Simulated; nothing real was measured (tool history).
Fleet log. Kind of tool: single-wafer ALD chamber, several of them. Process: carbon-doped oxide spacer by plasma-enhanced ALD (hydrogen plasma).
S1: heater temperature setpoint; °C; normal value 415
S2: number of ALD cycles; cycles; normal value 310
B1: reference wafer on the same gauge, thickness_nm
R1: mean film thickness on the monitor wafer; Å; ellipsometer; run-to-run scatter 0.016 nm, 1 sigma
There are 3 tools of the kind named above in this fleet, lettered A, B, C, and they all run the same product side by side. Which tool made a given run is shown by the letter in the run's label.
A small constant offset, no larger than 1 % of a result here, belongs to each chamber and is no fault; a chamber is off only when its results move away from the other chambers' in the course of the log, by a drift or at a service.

run 1C hour=4.1 | S1=415 S2=310 | B1=15.5 | R1=148.67
run 2B hour=9.3 | S1=415 S2=310 | B1=15.495 | R1=149.07
run 3A hour=14.2 | S1=415 S2=310 | B1=15.493 | R1=147.84
run 4B hour=16.6 | S1=415 S2=310 | B1=15.495 | R1=148.92
run 5A hour=20.8 | S1=415 S2=310 | B1=15.494 | R1=147.79
run 6C hour=24.7 | S1=415 S2=310 | B1=15.485 | R1=148.56
run 7B hour=27.8 | S1=415 S2=257 | B1=15.487 | R1=123.68
run 8A hour=30.1 | S1=415 S2=257 | B1=15.483 | R1=122.39
run 9C hour=33 | S1=415 S2=257 | B1=15.489 | R1=123.41
run 10A hour=37.6 | S1=415 S2=310 | B1=15.486 | R1=147.64
run 11B hour=41.9 | S1=415 S2=310 | B1=15.485 | R1=149.09
run 12C hour=44.8 | S1=415 S2=310 | B1=15.481 | R1=148.33
run 13B hour=47.2 | S1=415 S2=310 | B1=15.476 | R1=149.19
run 14A hour=49.8 | S1=415 S2=310 | B1=15.481 | R1=147.84
run 15C hour=55.1 | S1=415 S2=310 | B1=15.477 | R1=148.52
run 16C hour=59.7 | S1=406 S2=366 | B1=15.479 | R1=180.37
run 17B hour=64.7 | S1=406 S2=366 | B1=15.474 | R1=180.45
run 18A hour=68.5 | S1=406 S2=366 | B1=15.47 | R1=178.93
run 19C hour=72.6 | S1=415 S2=310 | B1=15.467 | R1=148.17
run 20A hour=75.2 | S1=415 S2=310 | B1=15.467 | R1=147.63
run 21B hour=77.9 | S1=407 S2=250 | B1=15.465 | R1=123.05
run 22C hour=80.6 | S1=407 S2=250 | B1=15.464 | R1=122.79
run 23A hour=83.9 | S1=407 S2=250 | B1=15.462 | R1=121.69
run 24B hour=89.2 | S1=415 S2=310 | B1=15.461 | R1=148.68
run 25C hour=92.1 | S1=423 S2=272 | B1=15.46 | R1=126.9
run 26A hour=95.3 | S1=423 S2=272 | B1=15.46 | R1=126.07
run 27B hour=99.1 | S1=423 S2=272 | B1=15.451 | R1=127.13
run 28A hour=103.3 | S1=415 S2=310 | B1=15.452 | R1=147.47
run 29B hour=106.1 | S1=415 S2=310 | B1=15.455 | R1=148.48
run 30C hour=108.6 | S1=415 S2=310 | B1=15.457 | R1=147.97
run 31C hour=113.8 | S1=415 S2=310 | B1=15.451 | R1=148.2
run 32A hour=117.3 | S1=415 S2=310 | B1=15.449 | R1=147.32
run 33B hour=122.5 | S1=415 S2=310 | B1=15.448 | R1=148.44
run 34C hour=125.6 | S1=415 S2=310 | B1=15.447 | R1=148.12
run 35B hour=128 | S1=428 S2=310 | B1=15.451 | R1=142.17
run 36A hour=130.4 | S1=428 S2=310 | B1=15.447 | R1=141.02
run 37C hour=135.6 | S1=428 S2=310 | B1=15.444 | R1=142.1
run 38A hour=138 | S1=409 S2=283 | B1=15.442 | R1=136.82
run 39B hour=140.4 | S1=409 S2=283 | B1=15.443 | R1=137.95
run 40B hour=143.2 | S1=409 S2=283 | B1=15.437 | R1=138.04
run 41C hour=147.8 | S1=415 S2=310 | B1=15.434 | R1=148.13
run 42A hour=152.2 | S1=415 S2=310 | B1=15.435 | R1=147.38
run 43A hour=157 | S1=415 S2=369 | B1=15.436 | R1=175.37

Predict what each chamber gives when all 3 of them run the settings below next.
run 44A hour=160.8 | S1=415 S2=329 | R1=?
run 44B hour=160.8 | S1=415 S2=329 | R1=?
run 44C hour=160.8 | S1=415 S2=329 | R1=?

run=44A R1=156.13
run=44B R1=157.29
run=44C R1=156.95
